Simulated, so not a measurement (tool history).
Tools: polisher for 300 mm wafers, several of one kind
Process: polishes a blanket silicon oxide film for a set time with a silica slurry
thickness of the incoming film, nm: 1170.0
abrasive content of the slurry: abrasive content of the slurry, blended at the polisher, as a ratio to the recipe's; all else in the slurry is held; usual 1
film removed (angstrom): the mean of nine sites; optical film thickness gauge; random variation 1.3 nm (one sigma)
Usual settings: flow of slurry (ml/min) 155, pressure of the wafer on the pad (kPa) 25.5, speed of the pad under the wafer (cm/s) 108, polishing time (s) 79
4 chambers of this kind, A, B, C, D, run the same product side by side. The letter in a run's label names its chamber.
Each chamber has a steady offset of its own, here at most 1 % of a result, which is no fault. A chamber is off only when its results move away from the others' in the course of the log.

| run | hour | flow of slurry (ml/min) | pressure of the wafer on the pad (kPa) | speed of the pad under the wafer (cm/s) | abrasive content of the slurry | polishing time (s) | wafers polished on this pad | hours since the slurry nozzle was cleaned | hours since the head pressure was calibrated | hours since the slurry blender was calibrated | hours since the conditioning disc was replaced | film removed (angstrom) |
|---|---|---|---|---|---|---|---|---|---|---|---|---|
|  | 2.4 | chamber A: head pressure recalibrated |
| 1D | 3.7 | 155 | 25.5 | 108 | 1 | 79 | 418 | 191.6 | 789.5 | 257.3 | 364.9 | 2059.5 |
| 2A | 10.5 | 155 | 25.5 | 108 | 1 | 79 | 452 | 666.9 | 8.2 | 234.5 | 74.2 | 2051.3 |
| 3C | 15.8 | 155 | 25.5 | 108 | 1 | 79 | 1337 | 129.0 | 795.6 | 162.7 | 354.6 | 2023.6 |
|  | 22.5 | chamber C: head pressure recalibrated |
| 4B | 22.5 | 155 | 25.5 | 108 | 1 | 79 | 953 | 169.5 | 295.8 | 132.1 | 340.6 | 2053.8 |
| 5B | 26.2 | 155 | 25.5 | 108 | 1 | 79 | 975 | 173.2 | 299.5 | 135.8 | 344.3 | 2026.1 |
|  | 28.3 | chamber B: conditioning disc replaced and pad reconditioned |
|  | 29.5 | chamber A: slurry nozzle cleaned |
| 6D | 29.9 | 155 | 25.5 | 108 | 1 | 79 | 574 | 217.8 | 815.7 | 283.5 | 391.1 | 2033.5 |
| 7C | 37.3 | 155 | 25.5 | 108 | 1 | 79 | 1465 | 150.5 | 14.9 | 184.2 | 376.1 | 2036.5 |
| 8A | 40.9 | 155 | 25.5 | 108 | 1 | 79 | 633 | 11.4 | 38.6 | 264.9 | 104.6 | 2046.6 |
| 9D | 48.1 | 155 | 25.5 | 108 | 1 | 79 | 682 | 236.0 | 833.9 | 301.7 | 409.3 | 2030.9 |
| 10C | 53.6 | 155 | 25.5 | 108 | 1 | 79 | 1561 | 166.8 | 31.2 | 200.5 | 392.4 | 2049.8 |
| 11B | 58.5 | 155 | 25.5 | 108 | 1 | 79 | 1167 | 205.5 | 331.8 | 168.1 | 30.2 | 2021.7 |
| 12A | 64.2 | 155 | 25.5 | 108 | 1 | 79 | 771 | 34.7 | 61.9 | 288.2 | 127.9 | 2034.7 |
|  | 66.0 | chamber B: worn pad replaced by a new one |
|  | 70.3 | chamber C: conditioning disc replaced and pad reconditioned |
| 13A | 70.3 | 155 | 25.5 | 108 | 1 | 79 | 807 | 40.8 | 68.0 | 294.3 | 134.0 | 2039.9 |
| 14B | 74.7 | 155 | 25.5 | 108 | 1 | 79 | 52 | 221.7 | 348.0 | 184.3 | 46.4 | 2038.4 |
|  | 77.0 | chamber C: worn pad replaced by a new one |
| 15C | 80.1 | 155 | 25.5 | 108 | 1 | 69 | 18 | 193.3 | 57.7 | 227.0 | 9.9 | 1722.3 |
| 16D | 86.4 | 155 | 25.5 | 108 | 1 | 69 | 909 | 274.3 | 872.2 | 340.0 | 447.6 | 1772.8 |
| 17D | 90.2 | 155 | 25.5 | 108 | 1 | 69 | 931 | 278.1 | 876.0 | 343.8 | 451.4 | 1800.0 |
| 18B | 96.0 | 155 | 25.5 | 108 | 1 | 69 | 178 | 243.0 | 369.3 | 205.6 | 67.7 | 1771.4 |
| 19A | 100.0 | 155 | 25.5 | 108 | 1 | 79 | 984 | 70.5 | 97.7 | 324.0 | 163.7 | 2041.9 |
|  | 103.0 | chamber B: head pressure recalibrated |
| 20C | 106.0 | 135 | 25.5 | 108 | 1 | 63 | 172 | 219.2 | 83.6 | 252.9 | 35.8 | 1508.3 |
| 21B | 109.4 | 135 | 25.5 | 108 | 1 | 63 | 258 | 256.4 | 6.4 | 219.0 | 81.1 | 1584.7 |
|  | 113.4 | chamber C: slurry nozzle cleaned |
| 22A | 113.4 | 135 | 25.5 | 108 | 1 | 63 | 1063 | 83.9 | 111.1 | 337.4 | 177.1 | 1578.1 |
| 23C | 119.7 | 135 | 25.5 | 108 | 1 | 63 | 253 | 6.3 | 97.3 | 266.6 | 49.5 | 1480.4 |
| 24D | 122.9 | 155 | 25.5 | 108 | 1 | 79 | 1126 | 310.8 | 908.7 | 376.5 | 484.1 | 2053.7 |
| 25C | 127.1 | 155 | 25.5 | 108 | 1 | 79 | 297 | 13.7 | 104.7 | 274.0 | 56.9 | 1875.6 |

All 4 chambers run these settings next. Forecast each chamber's results:
| 26A | 132.5 | 155 | 33.1 | 108 | 1 | 79 |  |  |  |  |  | ? |
| 26B | 132.5 | 155 | 33.1 | 108 | 1 | 79 |  |  |  |  |  | ? |
| 26C | 132.5 | 155 | 33.1 | 108 | 1 | 79 |  |  |  |  |  | ? |
| 26D | 132.5 | 155 | 33.1 | 108 | 1 | 79 |  |  |  |  |  | ? |

| run | film removed (angstrom) |
|---|---|
| 26A | 2648.5 |
| 26B | 2611.7 |
| 26C | 2453.3 |
| 26D | 2676.1 |
